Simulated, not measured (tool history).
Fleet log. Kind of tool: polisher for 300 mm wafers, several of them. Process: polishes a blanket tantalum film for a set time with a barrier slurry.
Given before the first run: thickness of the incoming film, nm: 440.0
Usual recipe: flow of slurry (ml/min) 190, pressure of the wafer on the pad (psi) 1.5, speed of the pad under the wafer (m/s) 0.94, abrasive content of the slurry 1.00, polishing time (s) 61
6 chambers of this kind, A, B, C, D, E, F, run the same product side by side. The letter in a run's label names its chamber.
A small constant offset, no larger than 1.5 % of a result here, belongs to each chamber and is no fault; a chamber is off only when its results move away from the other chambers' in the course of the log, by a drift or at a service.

run,hour,flow of slurry (ml/min),pressure of the wafer on the pad (psi),speed of the pad under the wafer (m/s),abrasive content of the slurry,polishing time (s),film removed (angstrom)
1E,11.9,190,1.5,0.94,1.00,61,893.22
# hour 14.9: chamber C: worn pad replaced by a new one
# hour 17.7: chamber E: slurry nozzle cleaned
2C,22.7,190,1.5,0.94,1.00,61,843.62
3D,35.1,190,1.5,0.94,1.00,61,850.31
# hour 36.5: chamber B: worn pad replaced by a new one
# hour 36.6: chamber D: slurry blender recalibrated
# hour 39.6: chamber D: worn pad replaced by a new one
4B,44.0,190,1.5,0.94,1.00,61,867.93
5F,53.7,190,1.9,0.94,1.00,61,1099.10
# hour 56.4: chamber A: worn pad replaced by a new one
6A,63.6,190,1.9,0.94,1.00,61,1108.30
# hour 69.3: chamber C: slurry blender recalibrated
7B,73.0,190,1.9,0.94,1.00,61,1075.30
# hour 76.0: chamber E: worn pad replaced by a new one
8D,80.1,190,1.9,0.94,1.00,61,1102.10
# hour 87.9: chamber F: worn pad replaced by a new one
# hour 91.9: chamber A: slurry blender recalibrated
9F,93.6,190,1.9,0.94,1.00,61,1089.90
# hour 96.2: chamber C: slurry nozzle cleaned
# hour 98.7: chamber A: head pressure recalibrated
# hour 104.6: chamber F: slurry blender recalibrated
10E,104.9,190,1.9,0.94,1.00,61,1109.30
# hour 107.0: chamber C: worn pad replaced by a new one
# hour 109.5: chamber D: worn pad replaced by a new one
11C,112.6,190,1.5,0.94,1.00,61,857.94
# hour 120.6: chamber B: worn pad replaced by a new one
12A,124.1,190,1.5,0.94,1.25,61,902.06
13D,131.6,190,1.5,0.94,1.25,61,924.06
# hour 136.7: chamber A: slurry nozzle cleaned
14A,143.5,190,1.5,0.94,1.25,61,903.33
15C,156.3,190,1.5,0.94,1.25,61,907.98
# hour 157.2: chamber A: worn pad replaced by a new one
# hour 162.5: chamber E: worn pad replaced by a new one
# hour 166.2: chamber B: slurry nozzle cleaned
16F,169.4,190,1.5,0.94,1.25,61,918.51
17B,180.2,190,1.5,0.94,1.25,61,909.48
# hour 181.5: chamber F: head pressure recalibrated
# hour 189.6: chamber C: worn pad replaced by a new one
18E,192.0,190,1.5,0.94,1.00,61,893.05
# hour 198.3: chamber D: worn pad replaced by a new one
# hour 198.8: chamber F: worn pad replaced by a new one
19A,201.0,190,1.5,0.94,1.00,61,874.27
# hour 205.5: chamber A: slurry blender recalibrated
# hour 205.8: chamber C: head pressure recalibrated
# hour 206.2: chamber B: worn pad replaced by a new one
20D,214.3,190,1.5,0.94,1.00,61,861.80
21F,222.0,190,1.5,0.94,1.00,61,846.94
22E,230.1,190,1.5,0.94,1.00,61,874.63
# hour 232.8: chamber C: slurry blender recalibrated
# hour 237.7: chamber E: slurry blender recalibrated
23C,238.3,190,1.5,0.94,1.00,61,926.10
# hour 247.0: chamber D: slurry nozzle cleaned
# hour 248.0: chamber B: slurry blender recalibrated
24B,251.8,190,1.5,0.94,1.00,61,847.82
# hour 255.9: chamber E: worn pad replaced by a new one
25D,265.0,235,1.5,0.94,0.90,61,859.14
# hour 271.8: chamber D: worn pad replaced by a new one
26E,271.8,235,1.5,0.94,0.90,61,870.61
27F,279.0,235,1.5,0.94,0.90,61,844.66
# hour 280.9: chamber C: worn pad replaced by a new one
# hour 285.7: chamber A: worn pad replaced by a new one
# hour 286.9: chamber F: slurry blender recalibrated
28A,291.4,235,1.5,0.94,0.90,61,849.17
# hour 293.9: chamber B: worn pad replaced by a new one
# hour 297.1: chamber E: slurry nozzle cleaned
# hour 297.1: chamber F: worn pad replaced by a new one
29C,303.6,235,1.5,0.94,0.90,61,905.33
30B,310.7,235,1.5,0.94,0.90,61,865.29
# hour 317.2: chamber A: slurry blender recalibrated
31C,323.1,190,1.5,0.94,1.00,61,923.49
32E,329.2,190,1.5,0.94,1.00,61,876.24
33A,335.5,190,1.5,0.94,1.00,61,870.25
34B,341.7,190,1.5,0.94,1.00,61,863.29
35D,349.1,190,1.5,0.94,1.00,61,866.63
# hour 353.0: chamber D: worn pad replaced by a new one
36F,359.3,190,1.5,0.94,1.00,61,851.68
37F,365.7,190,1.5,0.94,1.00,61,863.49
# hour 369.7: chamber C: worn pad replaced by a new one
# hour 371.0: chamber B: worn pad replaced by a new one
38C,375.7,190,1.5,0.94,1.00,61,940.72
39B,381.9,190,1.5,0.94,1.00,61,862.75
40A,392.7,190,1.5,0.94,1.00,61,853.35
41D,402.8,190,1.1,0.94,0.75,61,586.76

Is one chamber out of step, is the gauge drifting, or do the chambers differ by no more than their own small offsets? For an off chamber, give its letter and the likeliest cause.

Chamber C came out of a service off from its peers and stayed that way.
Most likely cause: head's pressure above its setpoint, % = 8.53.

Below are 4 candidate recipes for chamber C's next run, each the usual settings with a change, their results shown as question marks. Which of them brings C's results back in line with what the other chambers give on the usual settings?
In line means no further than this from the other chambers' mean on the usual settings: film removed (angstrom) 43.00
42C-1,412.4,190,1.5,1.00,1.00,61,?
42C-2,412.4,190,1.5,1.00,1.00,66,?
42C-3,412.4,190,1.4,0.94,1.00,61,?
42C-4,412.4,190,1.4,0.90,1.00,58,?

The other chambers' mean on the usual settings: film removed (angstrom) 865.47
run,film removed (angstrom)
42C-1,981.05
42C-2,1061.50
42C-3,859.89
42C-4,782.86
42C-3 puts the chamber back in line with the other chambers.
